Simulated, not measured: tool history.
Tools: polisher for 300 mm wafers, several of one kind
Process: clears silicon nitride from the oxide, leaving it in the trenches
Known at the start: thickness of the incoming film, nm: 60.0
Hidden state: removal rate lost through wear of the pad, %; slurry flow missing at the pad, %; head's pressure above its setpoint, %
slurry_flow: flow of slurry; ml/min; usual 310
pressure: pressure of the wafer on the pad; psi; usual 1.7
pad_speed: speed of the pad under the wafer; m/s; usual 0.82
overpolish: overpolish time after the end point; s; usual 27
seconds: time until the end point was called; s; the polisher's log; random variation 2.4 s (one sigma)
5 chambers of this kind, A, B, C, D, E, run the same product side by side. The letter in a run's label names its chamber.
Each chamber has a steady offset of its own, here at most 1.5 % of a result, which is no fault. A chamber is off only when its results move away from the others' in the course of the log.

run   hour  slurry_flow  pressure  pad_speed  overpolish  wafers polished on this pad  hours since the slurry nozzle was cleaned  hours since the head pressure was calibrated  seconds
 1D    8.4          310       1.7       0.82          27                          251                                      126.9                                         103.8   123.12
 2C   16.9          310       1.7       0.82          27                         1234                                      269.4                                           778    123.9
      21.4  -- chamber E: worn pad replaced by a new one
 3E   22.3          310       1.7       0.82          27                            5                                      332.9                                          79.8   128.29
      26.6  -- chamber C: worn pad replaced by a new one
 4A   31.5          310       1.7       0.82          27                          587                                       59.3                                         250.5   128.92
      36.4  -- chamber B: slurry nozzle cleaned
 5B   38.3          310       1.7       0.82          27                         1369                                        1.9                                         704.4    130.3
      39.8  -- chamber A: worn pad replaced by a new one
 6C   45.4          310         2       0.82          13                          103                                      297.9                                         806.5   105.98
      46.6  -- chamber B: worn pad replaced by a new one
 7B   53.7          310         2       0.82          13                           39                                       17.3                                         719.8   110.37
 8D   61.9          310         2       0.82          13                          546                                      180.4                                         157.3   107.22
 9A   69.7          310         2       0.82          13                          165                                       97.5                                         288.7   107.72
10E   76.3          310         2       0.82          13                          303                                      386.9                                         133.8   106.79
11E   85.6          310       1.7       0.82          27                          354                                      396.2                                         143.1   126.78
12C   92.5          310       1.7       0.82          27                          363                                        345                                         853.6   130.59
13D  101.5          310       1.7       0.82          27                          765                                        220                                         196.9   127.28
     104.3  -- chamber E: worn pad replaced by a new one
14B  107.9          310       1.7       0.82          27                          338                                       71.5                                           774    132.9
15A    115          310       1.7       0.82          27                          415                                      142.8                                           334   125.77
16B  121.1          310       1.7       0.82          27                          411                                       84.7                                         787.2   128.99
17E  132.3          310       1.7       0.82          27                          154                                      442.9                                         189.8   127.67
18D  139.4          310       1.7       0.82          27                          974                                      257.9                                         234.8   128.47
19A  144.6          310       1.7       0.82          27                          578                                      172.4                                         363.6   124.14
     148.8  -- chamber A: worn pad replaced by a new one
     151.5  -- chamber B: head pressure recalibrated
20C  152.7          310       1.7       0.82          27                          696                                      405.2                                         913.8   125.84
21A    160          310       1.7       0.82          27                           62                                      187.8                                           379   126.15
22E  170.7          310       1.7       0.82          27                          366                                      481.3                                         228.2   129.66
23C  182.2          310       1.7       0.82          27                          858                                      434.7                                         943.3   124.85
24B  187.6          310       1.7       0.82          27                          778                                      151.2                                          36.1   128.81
25D  195.3          310       1.7       0.82          27                         1282                                      313.8                                         290.7   124.54
26D    203          310       1.7       0.82          27                         1325                                      321.5                                         298.4   129.59
     205.2  -- chamber E: worn pad replaced by a new one
27B  210.1          310       1.7       0.82          27                          902                                      173.7                                          58.6   125.69
     211.2  -- chamber D: worn pad replaced by a new one
     213.2  -- chamber C: worn pad replaced by a new one
28E  220.6          310       1.7       0.82          27                           85                                      531.2                                         278.1    128.6
29A  229.7          310       1.7       0.82          27                          446                                      257.5                                         448.7   126.03
30C  234.9          310       1.7       0.82          27                          120                                      487.4                                           996   127.56
31D  245.7          310       1.7       0.68          35                          190                                      364.2                                         341.1    149.6

What goes on in this fleet: one chamber off, a drifting gauge, or nothing beyond the chambers' own small offsets? Name the chamber and the cause, if any.

No chamber stands off beyond its own small offset, and the gauge holds steady.

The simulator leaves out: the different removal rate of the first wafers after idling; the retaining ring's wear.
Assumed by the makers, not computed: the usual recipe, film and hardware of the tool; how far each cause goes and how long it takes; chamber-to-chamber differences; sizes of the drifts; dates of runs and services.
